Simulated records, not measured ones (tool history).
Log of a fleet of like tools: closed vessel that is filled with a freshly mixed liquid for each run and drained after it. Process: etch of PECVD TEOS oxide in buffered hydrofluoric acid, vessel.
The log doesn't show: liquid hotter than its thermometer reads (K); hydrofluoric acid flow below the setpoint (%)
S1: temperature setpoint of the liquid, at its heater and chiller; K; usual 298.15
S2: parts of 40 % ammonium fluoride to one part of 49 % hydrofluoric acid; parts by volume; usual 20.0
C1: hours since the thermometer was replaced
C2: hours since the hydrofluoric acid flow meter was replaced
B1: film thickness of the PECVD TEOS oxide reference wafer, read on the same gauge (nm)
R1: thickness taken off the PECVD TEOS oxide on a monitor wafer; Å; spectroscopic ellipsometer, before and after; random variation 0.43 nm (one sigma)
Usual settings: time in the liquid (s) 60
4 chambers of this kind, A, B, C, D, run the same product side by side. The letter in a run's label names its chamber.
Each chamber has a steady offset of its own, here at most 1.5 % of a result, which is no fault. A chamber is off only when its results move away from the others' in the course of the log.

{"run": "1B", "hour": 5.7, "S1": 298.15, "S2": 20.0, "time in the liquid (s)": 60, "C1": 397.0, "C2": 338.1, "B1": 69.984, "R1": 487.53}
{"run": "2D", "hour": 15.4, "S1": 298.15, "S2": 20.0, "time in the liquid (s)": 60, "C1": 1681.4, "C2": 1967.5, "B1": 70.011, "R1": 482.45}
{"run": "3A", "hour": 22.5, "S1": 298.15, "S2": 20.0, "time in the liquid (s)": 60, "C1": 875.4, "C2": 98.5, "B1": 69.963, "R1": 482.04}
{"run": "4C", "hour": 28.9, "S1": 298.15, "S2": 20.0, "time in the liquid (s)": 60, "C1": 2675.1, "C2": 33.1, "B1": 69.985, "R1": 488.7}
{"run": "5C", "hour": 34.1, "S1": 298.15, "S2": 20.0, "time in the liquid (s)": 60, "C1": 2680.3, "C2": 38.3, "B1": 70.0, "R1": 486.35}
{"run": "6A", "hour": 44.9, "S1": 298.15, "S2": 25.5, "time in the liquid (s)": 60, "C1": 897.8, "C2": 120.9, "B1": 70.018, "R1": 409.97}
{"run": "7D", "hour": 53.2, "S1": 298.15, "S2": 25.5, "time in the liquid (s)": 60, "C1": 1719.2, "C2": 2005.3, "B1": 69.965, "R1": 406.87}
{"run": "8B", "hour": 63.2, "S1": 298.15, "S2": 25.5, "time in the liquid (s)": 60, "C1": 454.5, "C2": 395.6, "B1": 70.029, "R1": 421.3}
{"run": "9D", "hour": 72.0, "S1": 298.15, "S2": 25.5, "time in the liquid (s)": 60, "C1": 1738.0, "C2": 2024.1, "B1": 70.029, "R1": 405.35}
{"run": "10B", "hour": 79.1, "S1": 298.15, "S2": 20.0, "time in the liquid (s)": 60, "C1": 470.4, "C2": 411.5, "B1": 69.991, "R1": 488.23}
{"run": "11C", "hour": 86.8, "S1": 298.15, "S2": 20.0, "time in the liquid (s)": 60, "C1": 2733.0, "C2": 91.0, "B1": 70.023, "R1": 493.69}
{"run": "12A", "hour": 95.3, "S1": 298.15, "S2": 20.0, "time in the liquid (s)": 60, "C1": 948.2, "C2": 171.3, "B1": 69.978, "R1": 487.67}
{"run": "13D", "hour": 101.3, "S1": 298.15, "S2": 20.0, "time in the liquid (s)": 60, "C1": 1767.3, "C2": 2053.4, "B1": 69.991, "R1": 482.61}
{"run": "14A", "hour": 111.9, "S1": 298.15, "S2": 20.0, "time in the liquid (s)": 60, "C1": 964.8, "C2": 187.9, "B1": 70.001, "R1": 491.48}
{"run": "15B", "hour": 119.4, "S1": 298.15, "S2": 20.0, "time in the liquid (s)": 60, "C1": 510.7, "C2": 451.8, "B1": 70.031, "R1": 489.95}
{"run": "16C", "hour": 126.6, "S1": 298.15, "S2": 20.0, "time in the liquid (s)": 60, "C1": 2772.8, "C2": 130.8, "B1": 69.979, "R1": 490.92}
{"run": "17D", "hour": 134.8, "S1": 298.15, "S2": 20.0, "time in the liquid (s)": 60, "C1": 1800.8, "C2": 2086.9, "B1": 69.98, "R1": 481.45}
{"run": "18A", "hour": 141.2, "S1": 298.15, "S2": 20.0, "time in the liquid (s)": 60, "C1": 994.1, "C2": 217.2, "B1": 70.034, "R1": 481.22}
{"run": "19B", "hour": 150.5, "S1": 298.15, "S2": 15.0, "time in the liquid (s)": 45, "C1": 541.8, "C2": 482.9, "B1": 69.998, "R1": 489.84}
{"run": "20C", "hour": 157.6, "S1": 298.15, "S2": 15.0, "time in the liquid (s)": 45, "C1": 2803.8, "C2": 161.8, "B1": 70.005, "R1": 479.16}
{"run": "21D", "hour": 164.6, "S1": 298.15, "S2": 15.0, "time in the liquid (s)": 45, "C1": 1830.6, "C2": 2116.7, "B1": 69.973, "R1": 480.17}
{"run": "22C", "hour": 171.2, "S1": 298.15, "S2": 15.0, "time in the liquid (s)": 45, "C1": 2817.4, "C2": 175.4, "B1": 70.018, "R1": 481.79}
{"run": "23A", "hour": 176.0, "S1": 298.15, "S2": 20.0, "time in the liquid (s)": 60, "C1": 1028.9, "C2": 252.0, "B1": 69.977, "R1": 480.98}
{"run": "24B", "hour": 184.5, "S1": 298.15, "S2": 20.0, "time in the liquid (s)": 60, "C1": 575.8, "C2": 516.9, "B1": 69.971, "R1": 497.83}
{"hour": 189.7, "done": "chamber C: thermometer replaced"}
{"run": "25D", "hour": 189.8, "S1": 298.15, "S2": 20.0, "time in the liquid (s)": 60, "C1": 1855.8, "C2": 2141.9, "B1": 69.999, "R1": 492.0}
{"run": "26C", "hour": 199.2, "S1": 298.15, "S2": 20.0, "time in the liquid (s)": 60, "C1": 9.6, "C2": 203.4, "B1": 70.017, "R1": 483.28}
{"run": "27A", "hour": 205.3, "S1": 298.15, "S2": 20.0, "time in the liquid (s)": 60, "C1": 1058.2, "C2": 281.3, "B1": 70.0, "R1": 484.61}
{"run": "28B", "hour": 213.6, "S1": 298.15, "S2": 20.0, "time in the liquid (s)": 60, "C1": 604.9, "C2": 546.0, "B1": 70.019, "R1": 490.93}
{"run": "29D", "hour": 223.9, "S1": 302.65, "S2": 20.0, "time in the liquid (s)": 40, "C1": 1889.9, "C2": 2176.0, "B1": 70.004, "R1": 431.9}
{"run": "30C", "hour": 230.6, "S1": 302.65, "S2": 20.0, "time in the liquid (s)": 40, "C1": 41.0, "C2": 234.8, "B1": 69.956, "R1": 414.76}
{"run": "31B", "hour": 237.4, "S1": 302.65, "S2": 20.0, "time in the liquid (s)": 40, "C1": 628.7, "C2": 569.8, "B1": 70.003, "R1": 424.53}
{"run": "32A", "hour": 248.1, "S1": 302.65, "S2": 20.0, "time in the liquid (s)": 40, "C1": 1101.0, "C2": 324.1, "B1": 70.011, "R1": 409.08}
{"hour": 255.4, "done": "chamber D: hydrofluoric acid flow meter replaced"}
{"run": "33B", "hour": 256.5, "S1": 298.15, "S2": 20.0, "time in the liquid (s)": 60, "C1": 647.8, "C2": 588.9, "B1": 70.023, "R1": 492.58}
{"run": "34D", "hour": 261.3, "S1": 298.15, "S2": 15.5, "time in the liquid (s)": 70, "C1": 1927.3, "C2": 6.0, "B1": 69.977, "R1": 774.49}
{"run": "35A", "hour": 271.7, "S1": 298.15, "S2": 15.5, "time in the liquid (s)": 70, "C1": 1124.6, "C2": 347.7, "B1": 69.973, "R1": 716.98}
{"run": "36C", "hour": 277.7, "S1": 298.15, "S2": 15.5, "time in the liquid (s)": 70, "C1": 88.1, "C2": 281.9, "B1": 70.031, "R1": 714.94}
{"run": "37C", "hour": 285.5, "S1": 298.15, "S2": 15.5, "time in the liquid (s)": 70, "C1": 95.9, "C2": 289.7, "B1": 70.012, "R1": 722.49}
{"run": "38A", "hour": 291.6, "S1": 298.15, "S2": 20.0, "time in the liquid (s)": 60, "C1": 1144.5, "C2": 367.6, "B1": 69.971, "R1": 485.56}
{"run": "39D", "hour": 301.1, "S1": 298.15, "S2": 20.0, "time in the liquid (s)": 60, "C1": 1967.1, "C2": 45.8, "B1": 70.055, "R1": 536.24}
{"run": "40B", "hour": 310.5, "S1": 298.15, "S2": 20.0, "time in the liquid (s)": 60, "C1": 701.8, "C2": 642.9, "B1": 70.031, "R1": 493.4}
{"run": "41A", "hour": 318.7, "S1": 298.15, "S2": 20.0, "time in the liquid (s)": 60, "C1": 1171.6, "C2": 394.7, "B1": 69.961, "R1": 479.58}
{"run": "42B", "hour": 327.8, "S1": 298.15, "S2": 20.0, "time in the liquid (s)": 60, "C1": 719.1, "C2": 660.2, "B1": 69.963, "R1": 500.32}
{"run": "43D", "hour": 337.8, "S1": 298.15, "S2": 20.0, "time in the liquid (s)": 60, "C1": 2003.8, "C2": 82.5, "B1": 69.989, "R1": 541.64}

Next, every chamber runs the same settings. What will each give?
{"run": "44A", "hour": 345.5, "S1": 296.65, "S2": 20.0, "time in the liquid (s)": 60, "R1": "?"}
{"run": "44B", "hour": 345.5, "S1": 296.65, "S2": 20.0, "time in the liquid (s)": 60, "R1": "?"}
{"run": "44C", "hour": 345.5, "S1": 296.65, "S2": 20.0, "time in the liquid (s)": 60, "R1": "?"}
{"run": "44D", "hour": 345.5, "S1": 296.65, "S2": 20.0, "time in the liquid (s)": 60, "R1": "?"}

run=44A R1=447.29
run=44B R1=458.22
run=44C R1=442.98
run=44D R1=496.45

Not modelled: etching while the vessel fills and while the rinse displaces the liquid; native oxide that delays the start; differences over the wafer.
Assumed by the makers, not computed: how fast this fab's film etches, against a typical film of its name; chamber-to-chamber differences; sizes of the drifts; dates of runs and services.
